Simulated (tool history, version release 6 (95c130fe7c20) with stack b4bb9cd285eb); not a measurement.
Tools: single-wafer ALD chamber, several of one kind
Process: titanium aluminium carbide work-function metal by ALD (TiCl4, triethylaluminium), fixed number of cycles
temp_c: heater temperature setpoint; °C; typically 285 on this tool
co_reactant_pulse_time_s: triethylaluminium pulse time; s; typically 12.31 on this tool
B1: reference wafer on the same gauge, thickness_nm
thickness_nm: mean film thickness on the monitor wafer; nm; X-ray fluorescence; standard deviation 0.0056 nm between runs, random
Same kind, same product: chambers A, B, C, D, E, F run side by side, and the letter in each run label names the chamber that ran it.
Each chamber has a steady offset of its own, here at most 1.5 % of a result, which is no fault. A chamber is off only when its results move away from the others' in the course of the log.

Run 1C, hour 3.6: usual settings; B1 1.5397. Result: thickness_nm 1.9111 nm.
Run 2E, hour 5.7: usual settings; B1 1.5392. Result: thickness_nm 1.9135 nm.
Run 3B, hour 8.1: usual settings; B1 1.5396. Result: thickness_nm 1.8922 nm.
Run 4D, hour 11.6: usual settings; B1 1.5407. Result: thickness_nm 1.9045 nm.
Run 5A, hour 13.6: usual settings; B1 1.5393. Result: thickness_nm 1.8915 nm.
Run 6F, hour 16.1: usual settings; B1 1.5402. Result: thickness_nm 1.9 nm.
Run 7A, hour 19.8: usual settings; B1 1.54. Result: thickness_nm 1.8937 nm.
Run 8C, hour 22.6: usual settings; B1 1.5402. Result: thickness_nm 1.9131 nm.
Run 9F, hour 26.1: usual settings; B1 1.5401. Result: thickness_nm 1.8874 nm.
Run 10D, hour 30: usual settings but co_reactant_pulse_time_s 15.39 s; B1 1.541. Result: thickness_nm 1.903 nm.
Run 11B, hour 33.2: usual settings but co_reactant_pulse_time_s 15.39 s; B1 1.5401. Result: thickness_nm 1.9053 nm.
Run 12E, hour 35.6: usual settings but co_reactant_pulse_time_s 15.39 s; B1 1.5402. Result: thickness_nm 1.9438 nm.
Run 13E, hour 39.4: usual settings but co_reactant_pulse_time_s 15.39 s; B1 1.5392. Result: thickness_nm 1.9472 nm.
Run 14B, hour 41.7: usual settings but co_reactant_pulse_time_s 15.39 s; B1 1.5391. Result: thickness_nm 1.9035 nm.
Run 15C, hour 44.9: usual settings but co_reactant_pulse_time_s 15.39 s; B1 1.5408. Result: thickness_nm 1.9371 nm.
At hour 49: chamber F: thermocouple changed; heater temperature recalibrated.
Run 16A, hour 49: usual settings; B1 1.54. Result: thickness_nm 1.901 nm.
Run 17F, hour 53: usual settings but co_reactant_pulse_time_s 16.16 s; B1 1.5405. Result: thickness_nm 1.8619 nm.
Run 18D, hour 56.9: usual settings but co_reactant_pulse_time_s 16.16 s; B1 1.5413. Result: thickness_nm 1.9223 nm.
Run 19D, hour 60.8: usual settings but co_reactant_pulse_time_s 16.16 s; B1 1.5401. Result: thickness_nm 1.9175 nm.
Run 20F, hour 64.4: usual settings but co_reactant_pulse_time_s 16.16 s; B1 1.5409. Result: thickness_nm 1.8658 nm.
Run 21A, hour 66.6: usual settings but co_reactant_pulse_time_s 16.16 s; B1 1.5401. Result: thickness_nm 1.9207 nm.
Run 22C, hour 70.5: usual settings but co_reactant_pulse_time_s 16.16 s; B1 1.54. Result: thickness_nm 1.9459 nm.
Run 23B, hour 74.4: usual settings but temp_c 277 °C; B1 1.5408. Result: thickness_nm 1.8202 nm.
Run 24E, hour 77.5: usual settings but temp_c 277 °C; B1 1.5405. Result: thickness_nm 1.8434 nm.
Run 25A, hour 81.1: usual settings but temp_c 277 °C; B1 1.5405. Result: thickness_nm 1.8223 nm.
Run 26E, hour 85.5: usual settings but temp_c 277 °C; B1 1.5391. Result: thickness_nm 1.8458 nm.
Run 27F, hour 87.5: usual settings but temp_c 277 °C; B1 1.5402. Result: thickness_nm 1.7755 nm.
Run 28D, hour 90: usual settings but temp_c 277 °C; B1 1.5403. Result: thickness_nm 1.8247 nm.
Run 29C, hour 92.7: usual settings; B1 1.5396. Result: thickness_nm 1.9155 nm.
Run 30B, hour 96.3: usual settings; B1 1.5395. Result: thickness_nm 1.8856 nm.
Run 31A, hour 98.3: usual settings but temp_c 273 °C, co_reactant_pulse_time_s 8.36 s; B1 1.5402. Result: thickness_nm 1.7116 nm.
Run 32B, hour 101: usual settings but temp_c 273 °C, co_reactant_pulse_time_s 8.36 s; B1 1.5393. Result: thickness_nm 1.7118 nm.
Run 33D, hour 105.2: usual settings but temp_c 273 °C, co_reactant_pulse_time_s 8.36 s; B1 1.5412. Result: thickness_nm 1.71 nm.
Run 34F, hour 107.7: usual settings but temp_c 273 °C, co_reactant_pulse_time_s 8.36 s; B1 1.5401. Result: thickness_nm 1.6655 nm.
Run 35C, hour 112.2: usual settings but temp_c 273 °C, co_reactant_pulse_time_s 8.36 s; B1 1.5411. Result: thickness_nm 1.7329 nm.
Run 36E, hour 116.2: usual settings but temp_c 273 °C, co_reactant_pulse_time_s 8.36 s; B1 1.5398. Result: thickness_nm 1.7361 nm.

Is one chamber off against the others, does the gauge drift, or is nothing wrong? If a chamber is off, say which, and what the likeliest cause is.

A service left chamber F off against the others.
Cause: wafer temperature below the value expected at the setpoint (K) = 5.58.

Here are 4 candidates for chamber F's next run, each the usual settings with a change, their results left as question marks. Which one brings its results back in line with what the others give on the usual settings?
In line here means within this much of the mean the other chambers give on the usual settings: thickness_nm 0.019 nm
Run 37F-1, hour 119.4: usual settings but temp_c 291 °C, co_reactant_pulse_time_s 13.03 s. Result: thickness_nm ?.
Run 37F-2, hour 119.4: usual settings but temp_c 274 °C. Result: thickness_nm ?.
Run 37F-3, hour 119.4: usual settings but temp_c 295 °C, co_reactant_pulse_time_s 13.46 s. Result: thickness_nm ?.
Run 37F-4, hour 119.4: usual settings but temp_c 278 °C. Result: thickness_nm ?.

Average result of the remaining chambers running the usual settings: thickness_nm 1.9029 nm
  run  thickness_nm
37F-1        1.8991
37F-2        1.7448
37F-3        1.9375
37F-4        1.7794
The right change is 37F-1: it brings the chamber back within the allowed miss of the others.

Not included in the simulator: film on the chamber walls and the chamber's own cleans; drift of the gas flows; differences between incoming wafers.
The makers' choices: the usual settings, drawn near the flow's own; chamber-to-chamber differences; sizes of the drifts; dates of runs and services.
